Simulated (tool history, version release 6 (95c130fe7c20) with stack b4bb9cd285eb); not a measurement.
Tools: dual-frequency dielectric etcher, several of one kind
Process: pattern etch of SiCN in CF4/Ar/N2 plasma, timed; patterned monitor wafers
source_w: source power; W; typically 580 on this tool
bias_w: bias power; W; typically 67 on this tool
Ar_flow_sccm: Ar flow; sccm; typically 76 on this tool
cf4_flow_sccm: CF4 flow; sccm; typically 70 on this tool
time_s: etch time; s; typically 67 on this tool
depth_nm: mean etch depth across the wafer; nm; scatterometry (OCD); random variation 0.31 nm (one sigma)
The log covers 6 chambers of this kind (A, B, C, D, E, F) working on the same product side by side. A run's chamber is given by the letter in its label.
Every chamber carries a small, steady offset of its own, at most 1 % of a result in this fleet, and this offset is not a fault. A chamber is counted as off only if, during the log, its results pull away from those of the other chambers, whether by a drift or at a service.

run,hour,source_w,bias_w,Ar_flow_sccm,cf4_flow_sccm,time_s,"read-back reference wafer on the same gauge, depth_nm",depth_nm
1E,9.9,580,67,76,70,67,65.182,73.566
2A,17.4,580,67,76,70,67,65.22,72.977
3B,28.5,580,67,76,70,67,65.223,73.245
4D,37.6,580,67,76,70,67,65.154,74.009
5F,43.3,580,67,76,70,67,65.24,72.998
6C,49.3,580,67,76,70,67,65.22,73.289
7D,60.2,580,67,76,70,67,65.292,73.743
# hour 65: chamber E: wet clean of the chamber
8F,71.5,580,67,76,70,67,65.143,72.668
9B,78.8,580,67,76,70,67,65.145,72.726
10A,89.7,580,67,76,70,67,65.217,72.523
11C,97.1,580,67,76,70,67,65.19,73.97
12E,105.2,580,67,76,70,67,65.166,72.553
13A,113.2,580,67,76,70,67,65.223,72.745
14E,120.7,580,67,84,70,67,65.232,72.026
15F,130.8,580,67,84,70,67,65.222,71.973
16C,140.7,580,67,84,70,67,65.222,72.174
17B,150.2,580,67,84,70,67,65.23,71.828
18D,157.1,580,67,84,70,67,65.262,72.911
# hour 159.5: chamber E: source power generator calibrated
# hour 163.7: chamber F: wet clean of the chamber
19A,167.4,580,67,84,70,67,65.212,72.072
20D,177.2,580,67,76,70,67,65.248,73.844
21F,187.5,580,67,76,70,67,65.143,72.598
22B,196.7,580,67,76,70,67,65.224,73.162
# hour 198: chamber C: wet clean of the chamber
23C,202.7,580,67,76,70,67,65.204,76.625
24E,210.6,580,67,76,70,67,65.126,73.625
25D,222.4,580,67,76,70,67,65.242,74.099
26F,230.4,580,67,76,70,67,65.204,72.945
27E,240.5,580,67,76,70,67,65.262,72.594
28B,252.4,580,67,76,70,67,65.16,72.512
29C,259.3,580,67,76,70,67,65.197,77.128
30A,267.4,580,67,76,70,67,65.209,73.18
31F,279.1,580,74,76,57,67,65.172,72.75
32E,286.7,580,74,76,57,67,65.288,72.96
33B,296,580,74,76,57,67,65.144,72.714
# hour 301.6: chamber A: wet clean of the chamber
34D,303.4,580,74,76,57,67,65.186,73.842
35C,313.3,580,74,76,57,67,65.213,77.466
36A,322.2,580,74,76,57,67,65.209,73.261
37C,330,580,67,76,70,67,65.177,77.606

Is one chamber out of step, is the gauge drifting, or do the chambers differ by no more than their own small offsets? For an off chamber, give its letter and the likeliest cause.

Chamber C has stood off from the others ever since a service on it.
What lies behind it: etch rate over this chamber's usual, % = 5.05.

Which of the 4 candidates below, each the usual settings with something changed and its results left as question marks, puts chamber C back in line with what the other chambers give on the usual settings?
A result is in line if it is within this distance of the other chambers' mean on the usual settings: depth_nm 1.1 nm
38C-1,338.7,590,68,76,70,69.5,,?
38C-2,338.7,580,66,76,70,63.5,,?
38C-3,338.7,580,67,76,70,68.5,,?
38C-4,338.7,580,63,76,68,67,,?

Other chambers, usual settings, mean: depth_nm 72.946 nm
run,depth_nm
38C-1,81.586
38C-2,72.725
38C-3,78.837
38C-4,75.263
The answer is 38C-2, which returns the chamber to within the allowed miss of the others.
